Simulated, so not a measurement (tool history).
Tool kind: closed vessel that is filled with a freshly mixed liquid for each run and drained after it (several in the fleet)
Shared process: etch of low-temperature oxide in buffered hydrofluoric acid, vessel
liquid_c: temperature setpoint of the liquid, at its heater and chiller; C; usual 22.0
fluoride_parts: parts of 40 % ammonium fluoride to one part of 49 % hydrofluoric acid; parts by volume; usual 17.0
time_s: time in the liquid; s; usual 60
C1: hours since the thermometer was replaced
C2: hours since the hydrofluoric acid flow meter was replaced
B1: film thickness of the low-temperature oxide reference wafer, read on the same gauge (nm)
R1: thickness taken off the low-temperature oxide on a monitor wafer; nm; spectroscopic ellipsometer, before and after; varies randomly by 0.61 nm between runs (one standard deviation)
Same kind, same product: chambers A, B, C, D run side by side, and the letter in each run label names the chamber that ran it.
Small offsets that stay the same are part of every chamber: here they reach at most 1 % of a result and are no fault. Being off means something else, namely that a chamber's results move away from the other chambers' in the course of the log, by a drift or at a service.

Run 1D, hour 2.8: usual settings; C1 220.1; C2 697.2; B1 80.007. Result: R1 109.770 nm.
Run 2B, hour 4.8: usual settings; C1 1001.9; C2 1411.9; B1 79.993. Result: R1 109.560 nm.
Run 3A, hour 8.4: usual settings; C1 388.5; C2 851.4; B1 80.048. Result: R1 110.180 nm.
Run 4C, hour 11.5: usual settings; C1 593.0; C2 284.7; B1 80.035. Result: R1 109.860 nm.
Run 5A, hour 14.6: usual settings; C1 394.7; C2 857.6; B1 79.986. Result: R1 109.920 nm.
Run 6D, hour 17.2: usual settings; C1 234.5; C2 711.6; B1 79.993. Result: R1 110.220 nm.
Run 7C, hour 20.6: usual settings; C1 602.1; C2 293.8; B1 80.043. Result: R1 109.440 nm.
Run 8B, hour 23.3: usual settings but fluoride_parts 23.5 parts by volume; C1 1020.4; C2 1430.4; B1 80.053. Result: R1 83.102 nm.
Run 9B, hour 27.3: usual settings but fluoride_parts 23.5 parts by volume; C1 1024.4; C2 1434.4; B1 80.033. Result: R1 83.468 nm.
Run 10C, hour 31.7: usual settings but fluoride_parts 23.5 parts by volume; C1 613.2; C2 304.9; B1 80.042. Result: R1 84.271 nm.
Run 11A, hour 35.4: usual settings but fluoride_parts 23.5 parts by volume; C1 415.5; C2 878.4; B1 80.054. Result: R1 83.847 nm.
Run 12D, hour 37.3: usual settings; C1 254.6; C2 731.7; B1 79.979. Result: R1 109.790 nm.
Run 13B, hour 40.5: usual settings but liquid_c 26.0 C, time_s 30 s; C1 1037.6; C2 1447.6; B1 79.999. Result: R1 68.254 nm.
Run 14A, hour 44.3: usual settings but liquid_c 26.0 C, time_s 30 s; C1 424.4; C2 887.3; B1 79.999. Result: R1 67.898 nm.
Run 15D, hour 46.5: usual settings but liquid_c 26.0 C, time_s 30 s; C1 263.8; C2 740.9; B1 79.988. Result: R1 68.603 nm.
Run 16C, hour 50.8: usual settings but liquid_c 26.0 C, time_s 30 s; C1 632.3; C2 324.0; B1 80.017. Result: R1 69.254 nm.
Run 17C, hour 55.2: usual settings but liquid_c 20.5 C, fluoride_parts 10.0 parts by volume; C1 636.7; C2 328.4; B1 80.032. Result: R1 169.700 nm.
Run 18A, hour 58.4: usual settings but liquid_c 20.5 C, fluoride_parts 10.0 parts by volume; C1 438.5; C2 901.4; B1 79.995. Result: R1 170.280 nm.
Run 19B, hour 62.0: usual settings but liquid_c 20.5 C, fluoride_parts 10.0 parts by volume; C1 1059.1; C2 1469.1; B1 80.015. Result: R1 171.880 nm.
Run 20D, hour 65.0: usual settings but liquid_c 20.5 C, fluoride_parts 10.0 parts by volume; C1 282.3; C2 759.4; B1 79.960. Result: R1 170.400 nm.
Run 21A, hour 68.7: usual settings; C1 448.8; C2 911.7; B1 80.025. Result: R1 110.400 nm.
Run 22D, hour 72.8: usual settings but time_s 80 s; C1 290.1; C2 767.2; B1 79.976. Result: R1 146.430 nm.
Run 23C, hour 76.0: usual settings but time_s 80 s; C1 657.5; C2 349.2; B1 80.001. Result: R1 145.480 nm.
Run 24B, hour 80.3: usual settings but time_s 80 s; C1 1077.4; C2 1487.4; B1 80.016. Result: R1 146.300 nm.
Run 25D, hour 83.7: usual settings but time_s 80 s; C1 301.0; C2 778.1; B1 80.027. Result: R1 145.630 nm.
Run 26B, hour 87.2: usual settings; C1 1084.3; C2 1494.3; B1 80.031. Result: R1 108.860 nm.
Run 27A, hour 91.4: usual settings; C1 471.5; C2 934.4; B1 80.032. Result: R1 110.640 nm.

The same settings go to every chamber for the next run, one line per chamber below. Forecast the results for each:
Run 28A, hour 94.5: usual settings but time_s 80 s. Result: R1 ?.
Run 28B, hour 94.5: usual settings but time_s 80 s. Result: R1 ?.
Run 28C, hour 94.5: usual settings but time_s 80 s. Result: R1 ?.
Run 28D, hour 94.5: usual settings but time_s 80 s. Result: R1 ?.

run       R1
28A  147.290
28B  146.790
28C  145.850
28D  146.520
